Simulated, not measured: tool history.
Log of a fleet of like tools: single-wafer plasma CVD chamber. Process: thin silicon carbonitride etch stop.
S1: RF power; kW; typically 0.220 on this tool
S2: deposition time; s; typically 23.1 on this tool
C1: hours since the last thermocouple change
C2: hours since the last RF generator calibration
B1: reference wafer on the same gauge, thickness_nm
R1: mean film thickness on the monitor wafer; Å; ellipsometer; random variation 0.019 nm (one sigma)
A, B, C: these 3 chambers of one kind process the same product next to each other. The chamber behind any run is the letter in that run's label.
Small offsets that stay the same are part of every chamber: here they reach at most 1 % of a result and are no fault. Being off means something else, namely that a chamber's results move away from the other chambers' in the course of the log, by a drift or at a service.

run	hour	S1	S2	C1	C2	B1	R1
1B	7.2	0.220	23.1	448.4	354.7	14.401	134.62
2A	13.1	0.220	23.1	423.4	589.5	14.399	135.38
3C	19.6	0.220	23.1	573.1	124.8	14.393	133.98
4B	23.5	0.220	23.1	464.7	371.0	14.387	134.58
5A	27.1	0.220	23.1	437.4	603.5	14.385	135.02
6C	33.1	0.220	23.1	586.6	138.3	14.377	133.74
7C	39.7	0.220	23.1	593.2	144.9	14.380	133.85
8A	46.7	0.220	23.1	457.0	623.1	14.372	135.25
9B	50.4	0.220	23.1	491.6	397.9	14.372	134.41
10A	55.3	0.220	23.1	465.6	631.7	14.371	134.93
11C	58.7	0.205	26.1	612.2	163.9	14.373	148.11
12B	64.3	0.205	26.1	505.5	411.8	14.363	148.47
13B	71.4	0.205	26.1	512.6	418.9	14.361	148.25
14C	76.3	0.220	23.1	629.8	181.5	14.362	134.04
15A	82.7	0.200	23.1	493.0	659.1	14.356	131.50
16A	86.5	0.200	23.1	496.8	662.9	14.354	131.58
17C	90.5	0.200	23.1	644.0	195.7	14.353	129.84
18B	96.1	0.220	23.1	537.3	443.6	14.348	133.72
19A	101.5	0.220	23.1	511.8	677.9	14.341	135.14
20B	107.8	0.220	23.1	549.0	455.3	14.341	134.10
21C	114.2	0.220	23.1	667.7	219.4	14.335	133.26
22A	118.5	0.220	23.1	528.8	694.9	14.336	135.00
23B	122.4	0.220	23.1	563.6	469.9	14.327	133.95
24C	126.4	0.205	23.1	679.9	231.6	14.327	130.60
25C	133.7	0.205	23.1	687.2	238.9	14.325	130.46
26A	140.6	0.205	23.1	550.9	717.0	14.327	132.08
27B	147.0	0.255	25.0	588.2	494.5	14.321	151.67

The same settings go to every chamber for the next run, one line per chamber below. Forecast the results for each:
28A	152.4	0.220	24.8				?
28B	152.4	0.220	24.8				?
28C	152.4	0.220	24.8				?

run	R1
28A	144.46
28B	143.21
28C	143.20
